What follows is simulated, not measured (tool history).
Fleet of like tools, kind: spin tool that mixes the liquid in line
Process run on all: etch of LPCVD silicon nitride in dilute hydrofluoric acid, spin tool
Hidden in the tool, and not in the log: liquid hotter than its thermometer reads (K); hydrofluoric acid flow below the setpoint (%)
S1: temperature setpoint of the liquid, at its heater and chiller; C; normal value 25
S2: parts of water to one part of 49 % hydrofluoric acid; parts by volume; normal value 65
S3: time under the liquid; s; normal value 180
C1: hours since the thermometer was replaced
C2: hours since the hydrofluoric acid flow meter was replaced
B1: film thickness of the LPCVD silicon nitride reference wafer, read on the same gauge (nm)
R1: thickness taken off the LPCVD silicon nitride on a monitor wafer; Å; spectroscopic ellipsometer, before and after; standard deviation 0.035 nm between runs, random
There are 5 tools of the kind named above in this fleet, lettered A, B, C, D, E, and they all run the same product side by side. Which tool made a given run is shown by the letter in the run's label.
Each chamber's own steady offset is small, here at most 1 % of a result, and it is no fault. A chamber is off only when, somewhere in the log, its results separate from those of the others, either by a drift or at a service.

Run 1D, day 0.471: usual settings; C1 162.5; C2 619.1; B1 130.02. Result: R1 15.403 Å.
Run 2E, day 0.938: usual settings; C1 712.3; C2 722; B1 130.02. Result: R1 15.645 Å.
Run 3A, day 1.383: usual settings; C1 375.2; C2 458.1; B1 129.97. Result: R1 15.714 Å.
Run 4B, day 1.767: usual settings; C1 539.6; C2 426; B1 129.98. Result: R1 15.182 Å.
Run 5C, day 2.154: usual settings but S1 30 C, S2 80 parts by volume; C1 1441.6; C2 581; B1 129.98. Result: R1 17.136 Å.
Run 6A, day 2.421: usual settings but S1 30 C, S2 80 parts by volume; C1 400.1; C2 483; B1 130.01. Result: R1 16.905 Å.
Run 7D, day 2.929: usual settings but S1 30 C, S2 80 parts by volume; C1 221.5; C2 678.1; B1 130.01. Result: R1 17.508 Å.
Run 8E, day 3.217: usual settings but S1 30 C, S2 80 parts by volume; C1 767; C2 776.7; B1 129.99. Result: R1 17.264 Å.
Run 9C, day 3.479: usual settings but S1 30 C, S2 80 parts by volume; C1 1473.4; C2 612.8; B1 129.97. Result: R1 16.747 Å.
Run 10B, day 3.933: usual settings; C1 591.6; C2 478; B1 130. Result: R1 15.096 Å.
Run 11C, day 4.338: usual settings; C1 1494; C2 633.4; B1 129.97. Result: R1 15.01 Å.
At day 4.792: chamber A: hydrofluoric acid flow meter replaced.
Run 12A, day 4.842: usual settings; C1 458.2; C2 1.3; B1 129.99. Result: R1 14.903 Å.
Run 13E, day 5.262: usual settings; C1 816.1; C2 825.8; B1 129.99. Result: R1 15.658 Å.
Run 14B, day 5.708: usual settings; C1 634.2; C2 520.6; B1 130.03. Result: R1 14.9 Å.
Run 15D, day 5.967: usual settings but S3 270 s; C1 294.4; C2 751; B1 130.06. Result: R1 22.692 Å.
Run 16C, day 6.3: usual settings but S3 270 s; C1 1541.1; C2 680.5; B1 130. Result: R1 21.631 Å.
Run 17B, day 6.667: usual settings but S3 270 s; C1 657.2; C2 543.6; B1 130. Result: R1 22.039 Å.
Run 18D, day 7.154: usual settings but S3 270 s; C1 322.9; C2 779.5; B1 130. Result: R1 22.619 Å.
Run 19A, day 7.454: usual settings but S3 270 s; C1 520.9; C2 64; B1 130.01. Result: R1 22.492 Å.
Run 20E, day 7.742: usual settings but S3 115 s; C1 875.6; C2 885.3; B1 130.01. Result: R1 9.8327 Å.
Run 21D, day 8.204: usual settings but S3 115 s; C1 348.1; C2 804.7; B1 129.99. Result: R1 10.2 Å.
Run 22E, day 8.583: usual settings but S3 115 s; C1 895.8; C2 905.5; B1 130. Result: R1 9.7905 Å.
Run 23C, day 8.954: usual settings but S3 115 s; C1 1604.8; C2 744.2; B1 130. Result: R1 9.554 Å.
At day 9.204: chamber E: thermometer replaced.
Run 24A, day 9.392: usual settings but S3 115 s; C1 567.4; C2 110.5; B1 129.99. Result: R1 9.6974 Å.
Run 25B, day 9.696: usual settings; C1 729.9; C2 616.3; B1 130.03. Result: R1 16.069 Å.
Run 26C, day 9.962: usual settings; C1 1629; C2 768.4; B1 130.02. Result: R1 14.646 Å.
Run 27A, day 10.488: usual settings; C1 593.7; C2 136.8; B1 130.01. Result: R1 14.792 Å.
Run 28D, day 10.854: usual settings; C1 411.7; C2 868.3; B1 130.02. Result: R1 15.009 Å.
Run 29B, day 11.221: usual settings; C1 766.5; C2 652.9; B1 130.05. Result: R1 16.278 Å.
Run 30E, day 11.508: usual settings but S3 120 s; C1 55.3; C2 975.7; B1 129.98. Result: R1 9.8549 Å.
Run 31E, day 11.871: usual settings but S3 120 s; C1 64; C2 984.4; B1 130. Result: R1 10.252 Å.
Run 32A, day 12.288: usual settings but S3 120 s; C1 636.9; C2 180; B1 130.03. Result: R1 10.073 Å.
Run 33B, day 12.617: usual settings but S3 120 s; C1 800; C2 686.4; B1 130.02. Result: R1 11.044 Å.
Run 34D, day 13.088: usual settings but S3 120 s; C1 465.3; C2 921.9; B1 130. Result: R1 9.9122 Å.
Run 35C, day 13.446: usual settings; C1 1712.6; C2 852; B1 129.97. Result: R1 14.691 Å.
Run 36E, day 13.929: usual settings; C1 113.4; C2 1033.8; B1 130.02. Result: R1 15.672 Å.
Run 37D, day 14.179: usual settings; C1 491.5; C2 948.1; B1 130.02. Result: R1 14.748 Å.
Run 38C, day 14.633: usual settings; C1 1741.1; C2 880.5; B1 129.99. Result: R1 14.879 Å.
Run 39B, day 15.133: usual settings; C1 860.4; C2 746.8; B1 129.98. Result: R1 17.371 Å.

All chambers now run identical settings, listed one chamber a line with results as question marks. What results will each chamber show?
Run 40A, day 15.521: usual settings but S1 29 C. Result: R1 ?.
Run 40B, day 15.521: usual settings but S1 29 C. Result: R1 ?.
Run 40C, day 15.521: usual settings but S1 29 C. Result: R1 ?.
Run 40D, day 15.521: usual settings but S1 29 C. Result: R1 ?.
Run 40E, day 15.521: usual settings but S1 29 C. Result: R1 ?.

run      R1
40A  19.237
40B  22.002
40C  18.133
40D  20.764
40E  19.366

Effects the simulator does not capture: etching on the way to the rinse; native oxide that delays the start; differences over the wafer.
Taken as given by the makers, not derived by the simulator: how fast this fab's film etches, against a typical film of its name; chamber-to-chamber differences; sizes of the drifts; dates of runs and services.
